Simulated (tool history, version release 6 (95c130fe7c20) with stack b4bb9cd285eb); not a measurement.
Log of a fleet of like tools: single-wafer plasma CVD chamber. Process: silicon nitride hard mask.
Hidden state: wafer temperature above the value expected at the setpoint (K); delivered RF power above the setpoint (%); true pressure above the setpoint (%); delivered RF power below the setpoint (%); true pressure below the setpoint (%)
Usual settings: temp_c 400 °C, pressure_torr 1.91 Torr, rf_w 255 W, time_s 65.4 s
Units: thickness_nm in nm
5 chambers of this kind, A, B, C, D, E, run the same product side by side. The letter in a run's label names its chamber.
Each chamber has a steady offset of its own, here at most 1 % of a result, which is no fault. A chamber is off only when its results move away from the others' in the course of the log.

run   hour  temp_c  pressure_torr  rf_w  time_s  hours since the last thermocouple change  hours since the last RF generator calibration  hours since the last manometer calibration  read-back reference wafer on the same gauge, thickness_nm  thickness_nm
 1C    4.5     400           1.91   255    65.4                                    1654.2                                          727.3                                      1501.1                                                     64.705        70.250
 2D    9.7     400           1.91   255    65.4                                    1232.6                                         1182.4                                      2807.9                                                     64.737        71.318
 3B   16.1     400           1.91   255    65.4                                    1391.6                                          485.3                                       357.4                                                     64.735        71.117
 4E   19.7     400           1.91   255    65.4                                     467.2                                         2241.7                                       855.8                                                     64.780        71.389
 5A   25.5     400           1.91   255    65.4                                    1370.3                                         1258.2                                       323.9                                                     64.761        70.650
 6E   28.5     400           1.91   255    65.4                                     476.0                                         2250.5                                       864.6                                                     64.753        71.465
 7A   34.5     400           1.91   255    65.4                                    1379.3                                         1267.2                                       332.9                                                     64.787        70.562
 8C   37.9     400           1.91   255    65.4                                    1687.6                                          760.7                                      1534.5                                                     64.786        70.469
 9D   42.6     400           1.91   255    65.4                                    1265.5                                         1215.3                                      2840.8                                                     64.798        71.233
10B   47.0     400           1.91   255    65.4                                    1422.5                                          516.2                                       388.3                                                     64.786        71.337
11B   51.4     400           1.91   255    65.4                                    1426.9                                          520.6                                       392.7                                                     64.799        71.353
12D   54.2     400           2.31   235    65.4                                    1277.1                                         1226.9                                      2852.4                                                     64.861        70.822
13C   57.2     400           2.31   235    65.4                                    1706.9                                          780.0                                      1553.8                                                     64.831        69.910
14E   61.4     400           2.31   235    65.4                                     508.9                                         2283.4                                       897.5                                                     64.872        70.876
15A   65.3     400           2.31   235    65.4                                    1410.1                                         1298.0                                       363.7                                                     64.843        70.324
16D   70.9     400           2.31   235    65.4                                    1293.8                                         1243.6                                      2869.1                                                     64.881        70.940
17A   74.1     400           1.91   255    65.4                                    1418.9                                         1306.8                                       372.5                                                     64.905        70.808
18C   77.2     400           1.91   255    65.4                                    1726.9                                          800.0                                      1573.8                                                     64.900        70.550
19E   83.7     400           1.91   255    65.4                                     531.2                                         2305.7                                       919.8                                                     64.902        71.474
20B   88.4     400           1.91   255    65.4                                    1463.9                                          557.6                                       429.7                                                     64.912        71.588
21C   94.2     400           1.91   255    65.4                                    1743.9                                          817.0                                      1590.8                                                     64.942        70.539
22E   97.3     408           1.91   290    65.4                                     544.8                                         2319.3                                       933.4                                                     64.952        77.811
23A  100.8     408           1.91   290    65.4                                    1445.6                                         1333.5                                       399.2                                                     64.918        77.038
24D  106.5     408           1.91   290    65.4                                    1329.4                                         1279.2                                      2904.7                                                     64.977        77.884
25B  111.9     408           1.91   290    65.4                                    1487.4                                          581.1                                       453.2                                                     64.962        77.781
26E  117.4     408           1.91   290    65.4                                     564.9                                         2339.4                                       953.5                                                     64.970        78.116
27B  120.6     400           1.91   255    65.4                                    1496.1                                          589.8                                       461.9                                                     64.978        71.535
     121.7  -- chamber B: thermocouple changed; heater temperature recalibrated
28D  124.8     400           1.91   255    65.4                                    1347.7                                         1297.5                                      2923.0                                                     65.014        71.566
29C  127.7     400           1.91   255    65.4                                    1777.4                                          850.5                                      1624.3                                                     65.003        70.602
30A  132.9     400           1.91   255    65.4                                    1477.7                                         1365.6                                       431.3                                                     65.041        70.923
31C  136.0     400           1.91   255    65.4                                    1785.7                                          858.8                                      1632.6                                                     65.050        70.493
32A  141.4     400           1.91   255    65.4                                    1486.2                                         1374.1                                       439.8                                                     65.039        70.890
33D  147.1     400           1.91   255    65.4                                    1370.0                                         1319.8                                      2945.3                                                     65.076        71.732
34E  152.5     400           1.91   255    65.4                                     600.0                                         2374.5                                       988.6                                                     65.097        71.688
35B  157.5     400           1.91   255    65.4                                      35.9                                          626.7                                       498.8                                                     65.098        71.818
36E  163.9     400           1.91   255    65.4                                     611.4                                         2385.9                                      1000.0                                                     65.106        71.755
37A  167.6     400           1.91   255    65.4                                    1512.4                                         1400.3                                       466.0                                                     65.105        71.099

All 5 chambers run these settings next. Forecast each chamber's results:
38A  172.3     400           1.91   255    65.4                                                                                                                                                                                                             ?
38B  172.3     400           1.91   255    65.4                                                                                                                                                                                                             ?
38C  172.3     400           1.91   255    65.4                                                                                                                                                                                                             ?
38D  172.3     400           1.91   255    65.4                                                                                                                                                                                                             ?
38E  172.3     400           1.91   255    65.4                                                                                                                                                                                                             ?

run  thickness_nm
38A        71.040
38B        72.038
38C        70.700
38D        71.834
38E        71.534
